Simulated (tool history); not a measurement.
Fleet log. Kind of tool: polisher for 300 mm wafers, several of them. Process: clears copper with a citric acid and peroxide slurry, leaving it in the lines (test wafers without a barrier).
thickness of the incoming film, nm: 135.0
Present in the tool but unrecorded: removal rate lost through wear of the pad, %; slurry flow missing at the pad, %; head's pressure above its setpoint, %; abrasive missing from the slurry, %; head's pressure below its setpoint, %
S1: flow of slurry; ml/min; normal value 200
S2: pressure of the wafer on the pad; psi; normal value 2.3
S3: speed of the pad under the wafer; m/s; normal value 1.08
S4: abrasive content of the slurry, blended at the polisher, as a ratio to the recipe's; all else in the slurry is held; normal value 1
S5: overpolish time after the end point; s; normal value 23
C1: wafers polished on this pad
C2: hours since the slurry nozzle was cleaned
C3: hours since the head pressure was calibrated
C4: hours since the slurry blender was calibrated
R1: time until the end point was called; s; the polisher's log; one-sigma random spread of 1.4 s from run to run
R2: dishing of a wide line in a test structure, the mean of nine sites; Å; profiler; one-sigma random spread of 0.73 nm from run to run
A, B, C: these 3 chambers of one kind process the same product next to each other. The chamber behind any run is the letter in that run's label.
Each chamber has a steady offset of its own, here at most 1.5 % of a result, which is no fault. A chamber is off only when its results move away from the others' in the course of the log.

Run 1A, hour 12.7: usual settings; C1 572; C2 394.3; C3 209.3; C4 212.7. Result: R1 68.907 s, R2 315.76 Å.
Run 2B, hour 20.1: usual settings; C1 567; C2 126.1; C3 147.1; C4 133.6. Result: R1 66.676 s, R2 318.27 Å.
Run 3C, hour 27.9: usual settings; C1 213; C2 413.6; C3 282.6; C4 331.3. Result: R1 71.058 s, R2 313.51 Å.
Run 4B, hour 41.2: usual settings; C1 668; C2 147.2; C3 168.2; C4 154.7. Result: R1 68.651 s, R2 314.4 Å.
At hour 53.6: chamber B: worn pad replaced by a new one.
Run 5A, hour 54.5: usual settings; C1 772; C2 436.1; C3 251.1; C4 254.5. Result: R1 66.906 s, R2 309.49 Å.
At hour 62.1: chamber A: slurry nozzle cleaned.
Run 6C, hour 62.4: usual settings; C1 379; C2 448.1; C3 317.1; C4 365.8. Result: R1 71.433 s, R2 308.47 Å.
Run 7A, hour 69: usual settings; C1 842; C2 7; C3 265.6; C4 269. Result: R1 67.801 s, R2 326 Å.
Run 8B, hour 76.6: usual settings; C1 110; C2 182.6; C3 203.6; C4 190.1. Result: R1 66.531 s, R2 311.63 Å.
At hour 86.5: chamber B: slurry blender recalibrated.
Run 9C, hour 89.9: usual settings; C1 510; C2 475.6; C3 344.6; C4 393.3. Result: R1 68.844 s, R2 303.72 Å.
Run 10C, hour 103.6: usual settings; C1 576; C2 489.3; C3 358.3; C4 407. Result: R1 66.535 s, R2 320.66 Å.
Run 11A, hour 114.2: usual settings; C1 1058; C2 52.2; C3 310.8; C4 314.2. Result: R1 68.296 s, R2 302.83 Å.
Run 12B, hour 120.9: usual settings; C1 322; C2 226.9; C3 247.9; C4 34.5. Result: R1 64.392 s, R2 313.59 Å.
At hour 129.2: chamber A: worn pad replaced by a new one.
Run 13C, hour 134.8: usual settings; C1 725; C2 520.5; C3 389.5; C4 438.2. Result: R1 71.561 s, R2 301.15 Å.
Run 14A, hour 144.1: usual settings; C1 71; C2 82.1; C3 340.7; C4 344.1. Result: R1 68.882 s, R2 296.93 Å.
At hour 145.9: chamber B: slurry nozzle cleaned.
Run 15B, hour 156.2: usual settings; C1 491; C2 10.3; C3 283.2; C4 69.8. Result: R1 66.642 s, R2 312.67 Å.
At hour 159.5: chamber C: head pressure recalibrated.
Run 16C, hour 165.6: usual settings; C1 873; C2 551.3; C3 6.2; C4 469. Result: R1 68.208 s, R2 319.48 Å.
Run 17A, hour 180: usual settings; C1 243; C2 118; C3 376.6; C4 380. Result: R1 69.348 s, R2 322.42 Å.
At hour 182.4: chamber A: slurry blender recalibrated.
At hour 191.2: chamber C: slurry blender recalibrated.
Run 18B, hour 192.4: usual settings; C1 664; C2 46.5; C3 319.4; C4 106. Result: R1 68.758 s, R2 318.28 Å.
Run 19B, hour 201.6: usual settings; C1 708; C2 55.7; C3 328.6; C4 115.2. Result: R1 65.563 s, R2 314.29 Å.
Run 20C, hour 208.9: usual settings; C1 1080; C2 594.6; C3 49.5; C4 17.7. Result: R1 69.389 s, R2 323.89 Å.
Run 21A, hour 222.6: usual settings but S1 155 ml/min, S2 2.7 psi; C1 447; C2 160.6; C3 419.2; C4 40.2. Result: R1 63.233 s, R2 340.1 Å.
At hour 225.4: chamber B: worn pad replaced by a new one.
Run 22A, hour 232.6: usual settings but S1 155 ml/min, S2 2.7 psi; C1 495; C2 170.6; C3 429.2; C4 50.2. Result: R1 61.097 s, R2 368.64 Å.
Run 23B, hour 239.3: usual settings but S1 155 ml/min, S2 2.7 psi; C1 66; C2 93.4; C3 366.3; C4 152.9. Result: R1 62.321 s, R2 358.55 Å.
At hour 248.9: chamber C: worn pad replaced by a new one.
Run 24C, hour 251.5: usual settings; C1 12; C2 637.2; C3 92.1; C4 60.3. Result: R1 68.117 s, R2 307.58 Å.
Run 25A, hour 260.2: usual settings; C1 627; C2 198.2; C3 456.8; C4 77.8. Result: R1 65.991 s, R2 320.29 Å.
At hour 266.9: chamber B: head pressure recalibrated.
At hour 273.5: chamber B: slurry blender recalibrated.
Run 26C, hour 274: usual settings; C1 120; C2 659.7; C3 114.6; C4 82.8. Result: R1 68.502 s, R2 319.03 Å.
At hour 285.2: chamber C: slurry nozzle cleaned.
Run 27B, hour 287.2: usual settings but S2 2.8 psi, S4 1.25; C1 296; C2 141.3; C3 20.3; C4 13.7. Result: R1 51.983 s, R2 363.12 Å.
Run 28A, hour 293.6: usual settings but S2 2.8 psi, S4 1.25; C1 787; C2 231.6; C3 490.2; C4 111.2. Result: R1 53.001 s, R2 389.66 Å.
Run 29C, hour 301.9: usual settings but S2 2.8 psi, S4 1.25; C1 254; C2 16.7; C3 142.5; C4 110.7. Result: R1 54.479 s, R2 394.3 Å.
Run 30B, hour 308.2: usual settings; C1 396; C2 162.3; C3 41.3; C4 34.7. Result: R1 66.109 s, R2 311.65 Å.
Run 31C, hour 321.5: usual settings; C1 347; C2 36.3; C3 162.1; C4 130.3. Result: R1 68.546 s, R2 331.79 Å.
Run 32A, hour 331.6: usual settings; C1 969; C2 269.6; C3 528.2; C4 149.2. Result: R1 69.082 s, R2 321.34 Å.
Run 33B, hour 338.6: usual settings; C1 542; C2 192.7; C3 71.7; C4 65.1. Result: R1 68.247 s, R2 312.49 Å.
Run 34C, hour 346.3: usual settings; C1 466; C2 61.1; C3 186.9; C4 155.1. Result: R1 66.634 s, R2 310.13 Å.
Run 35A, hour 352.6: usual settings; C1 1069; C2 290.6; C3 549.2; C4 170.2. Result: R1 66.259 s, R2 301.86 Å.
At hour 354.6: chamber A: worn pad replaced by a new one.
Run 36B, hour 366.9: usual settings; C1 677; C2 221; C3 100; C4 93.4. Result: R1 66.152 s, R2 312.25 Å.
Run 37B, hour 379.4: usual settings; C1 737; C2 233.5; C3 112.5; C4 105.9. Result: R1 68.918 s, R2 302.12 Å.
At hour 383: chamber B: worn pad replaced by a new one.
Run 38C, hour 392.4: usual settings; C1 687; C2 107.2; C3 233; C4 201.2. Result: R1 68.867 s, R2 321.8 Å.
Run 39A, hour 398.8: usual settings; C1 211; C2 336.8; C3 595.4; C4 216.4. Result: R1 69.175 s, R2 310.53 Å.
Run 40C, hour 408.7: usual settings; C1 765; C2 123.5; C3 249.3; C4 217.5. Result: R1 70.661 s, R2 321.64 Å.
Run 41A, hour 416.4: usual settings; C1 296; C2 354.4; C3 613; C4 234. Result: R1 67.565 s, R2 336.17 Å.
Run 42B, hour 427.5: usual settings but S3 0.96 m/s, S4 0.7; C1 213; C2 281.6; C3 160.6; C4 154. Result: R1 79.891 s, R2 254.05 Å.
Run 43A, hour 440: usual settings but S3 0.96 m/s, S4 0.7; C1 409; C2 378; C3 636.6; C4 257.6. Result: R1 82.339 s, R2 257.44 Å.
Run 44C, hour 448.4: usual settings but S3 0.96 m/s, S4 0.7; C1 955; C2 163.2; C3 289; C4 257.2. Result: R1 82.999 s, R2 258.53 Å.

Decide between three cases: one chamber stands off from its peers, the gauge reading all wafers drifts, or nothing is wrong past each chamber's small offset. Where a chamber is off, say which and what most likely put it there.

All chambers stay in line apart from their small fixed offsets, and the gauge does not drift.
